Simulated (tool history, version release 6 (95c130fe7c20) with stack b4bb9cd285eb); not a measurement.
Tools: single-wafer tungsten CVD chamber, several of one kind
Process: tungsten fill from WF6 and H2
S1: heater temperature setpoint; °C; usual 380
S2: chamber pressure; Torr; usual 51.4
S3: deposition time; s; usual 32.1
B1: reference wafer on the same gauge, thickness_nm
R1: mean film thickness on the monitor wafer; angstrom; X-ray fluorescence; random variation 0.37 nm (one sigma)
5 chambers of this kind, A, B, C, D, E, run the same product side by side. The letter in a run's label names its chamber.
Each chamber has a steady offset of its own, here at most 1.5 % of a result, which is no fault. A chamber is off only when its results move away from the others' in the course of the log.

run	day	S1	S2	S3	B1	R1
1E	0.292	380	51.4	32.1	76.530	815.52
2C	0.804	380	51.4	32.1	76.427	805.83
3D	1.071	380	51.4	32.1	76.481	813.23
4A	1.333	380	51.4	32.1	76.460	816.67
5B	1.812	380	51.4	32.1	76.560	808.02
6D	2.192	380	51.4	26.8	76.522	684.40
7B	2.525	380	51.4	26.8	76.506	674.03
8A	3.067	380	51.4	26.8	76.501	681.75
9C	3.533	380	51.4	26.8	76.546	671.63
10E	4.012	380	51.4	26.8	76.569	679.87
11A	4.554	380	51.4	32.1	76.551	812.34
12C	4.888	386	51.4	32.1	76.399	906.01
13E	5.354	386	51.4	32.1	76.445	918.48
14D	5.888	386	51.4	32.1	76.464	922.33
# day 6.342: chamber B: thermocouple changed; heater temperature recalibrated
15B	6.400	386	51.4	32.1	76.520	876.29
16B	6.783	386	51.4	32.1	76.485	875.56
17C	7.262	380	51.4	32.1	76.416	796.76
18D	7.679	380	43.5	32.1	76.526	761.18
19E	8.075	380	43.5	32.1	76.535	750.36
20A	8.338	380	43.5	32.1	76.531	759.21
21E	8.612	380	43.5	32.1	76.511	749.02
22D	9.121	380	43.5	32.1	76.449	763.77
23A	9.450	380	51.4	32.1	76.449	816.52
24C	9.962	380	51.4	32.1	76.531	800.76
25B	10.400	380	51.4	32.1	76.488	779.17
26D	10.688	392	51.4	32.1	76.546	1043.70
27A	11.179	392	51.4	32.1	76.483	1029.90
28C	11.658	392	51.4	32.1	76.523	1027.50
29B	12.167	392	51.4	32.1	76.391	983.46
30E	12.500	392	51.4	32.1	76.431	1027.40
31E	12.883	385	51.4	32.1	76.550	897.51
32B	13.350	385	51.4	32.1	76.594	859.68
33A	13.812	385	51.4	32.1	76.485	898.14
34C	14.200	385	51.4	32.1	76.468	890.76
35D	14.717	385	51.4	32.1	76.409	909.58
36D	15.067	380	51.4	32.1	76.469	816.85
37A	15.496	380	51.4	32.1	76.475	815.25
38E	15.879	380	51.4	32.1	76.506	810.68
39C	16.329	375	51.4	32.1	76.457	719.38
40B	16.617	375	51.4	32.1	76.476	707.89
41C	16.862	375	51.4	32.1	76.452	727.93

Next, every chamber runs the same settings. What will each give?
42A	17.262	380	51.4	30.1		?
42B	17.262	380	51.4	30.1		?
42C	17.262	380	51.4	30.1		?
42D	17.262	380	51.4	30.1		?
42E	17.262	380	51.4	30.1		?

run	R1
42A	773.15
42B	724.93
42C	758.29
42D	771.16
42E	760.20
